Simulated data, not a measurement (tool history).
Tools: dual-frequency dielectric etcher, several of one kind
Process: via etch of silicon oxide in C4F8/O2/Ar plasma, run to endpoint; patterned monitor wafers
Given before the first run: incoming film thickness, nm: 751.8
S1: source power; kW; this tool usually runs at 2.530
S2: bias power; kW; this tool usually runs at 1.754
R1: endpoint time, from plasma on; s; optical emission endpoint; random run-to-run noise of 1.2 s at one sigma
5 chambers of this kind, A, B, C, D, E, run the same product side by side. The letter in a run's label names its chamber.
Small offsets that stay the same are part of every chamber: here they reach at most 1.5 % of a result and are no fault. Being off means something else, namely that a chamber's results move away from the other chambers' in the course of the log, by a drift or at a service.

Run 1A, day 0.162: usual settings. Result: R1 141.06 s.
Run 2D, day 0.275: usual settings. Result: R1 142.47 s.
Run 3B, day 0.412: usual settings. Result: R1 138.39 s.
Run 4C, day 0.542: usual settings. Result: R1 143.55 s.
Run 5E, day 0.721: usual settings but S1 2.280 kW, S2 2.161 kW. Result: R1 137.59 s.
Run 6E, day 0.875: usual settings but S1 2.280 kW, S2 2.161 kW. Result: R1 139.17 s.
Run 7B, day 0.958: usual settings but S1 2.280 kW, S2 2.161 kW. Result: R1 136.65 s.
Run 8C, day 1.150: usual settings but S1 2.280 kW, S2 2.161 kW. Result: R1 141.80 s.
Run 9A, day 1.246: usual settings but S1 2.280 kW, S2 2.161 kW. Result: R1 138.10 s.
Run 10D, day 1.404: usual settings but S1 1.930 kW, S2 2.123 kW. Result: R1 149.99 s.
Run 11E, day 1.588: usual settings but S1 1.930 kW, S2 2.123 kW. Result: R1 147.48 s.
Run 12C, day 1.733: usual settings but S1 1.930 kW, S2 2.123 kW. Result: R1 148.18 s.
Run 13B, day 1.871: usual settings but S1 1.930 kW, S2 2.123 kW. Result: R1 144.10 s.
Run 14A, day 2.050: usual settings but S1 1.930 kW, S2 2.123 kW. Result: R1 150.21 s.
Run 15D, day 2.238: usual settings but S2 2.118 kW. Result: R1 131.93 s.
Run 16C, day 2.325: usual settings but S2 2.118 kW. Result: R1 133.70 s.
Run 17E, day 2.417: usual settings but S2 2.118 kW. Result: R1 133.51 s.
At day 2.504: chamber B: wet clean of the chamber.
At day 2.533: chamber C: bias power generator calibrated.
Run 18A, day 2.542: usual settings but S2 2.118 kW. Result: R1 134.70 s.
Run 19D, day 2.654: usual settings but S2 2.118 kW. Result: R1 131.56 s.
Run 20B, day 2.742: usual settings. Result: R1 140.15 s.
Run 21E, day 2.921: usual settings but S1 2.160 kW, S2 1.379 kW. Result: R1 157.02 s.
Run 22B, day 3.058: usual settings but S1 2.160 kW, S2 1.379 kW. Result: R1 156.99 s.
Run 23A, day 3.171: usual settings but S1 2.160 kW, S2 1.379 kW. Result: R1 158.51 s.
Run 24D, day 3.271: usual settings but S1 2.160 kW, S2 1.379 kW. Result: R1 162.69 s.
Run 25C, day 3.379: usual settings but S1 2.160 kW, S2 1.379 kW. Result: R1 159.74 s.
Run 26B, day 3.521: usual settings. Result: R1 138.32 s.
Run 27A, day 3.675: usual settings. Result: R1 143.16 s.
Run 28E, day 3.850: usual settings. Result: R1 138.91 s.
Run 29C, day 4.008: usual settings. Result: R1 139.20 s.
Run 30D, day 4.162: usual settings. Result: R1 138.74 s.
Run 31C, day 4.246: usual settings. Result: R1 141.74 s.
Run 32B, day 4.417: usual settings. Result: R1 137.89 s.
Run 33D, day 4.504: usual settings. Result: R1 139.08 s.
Run 34E, day 4.683: usual settings. Result: R1 139.17 s.
Run 35A, day 4.796: usual settings. Result: R1 141.03 s.
Run 36A, day 4.908: usual settings. Result: R1 140.24 s.
Run 37C, day 5.058: usual settings but S2 2.152 kW. Result: R1 133.56 s.
Run 38E, day 5.217: usual settings but S2 2.152 kW. Result: R1 131.92 s.

Predict what each chamber gives when all 5 of them run the settings below next.
Run 39A, day 5.354: usual settings. Result: R1 ?.
Run 39B, day 5.354: usual settings. Result: R1 ?.
Run 39C, day 5.354: usual settings. Result: R1 ?.
Run 39D, day 5.354: usual settings. Result: R1 ?.
Run 39E, day 5.354: usual settings. Result: R1 ?.

run      R1
39A  141.61
39B  139.32
39C  141.92
39D  139.50
39E  140.19

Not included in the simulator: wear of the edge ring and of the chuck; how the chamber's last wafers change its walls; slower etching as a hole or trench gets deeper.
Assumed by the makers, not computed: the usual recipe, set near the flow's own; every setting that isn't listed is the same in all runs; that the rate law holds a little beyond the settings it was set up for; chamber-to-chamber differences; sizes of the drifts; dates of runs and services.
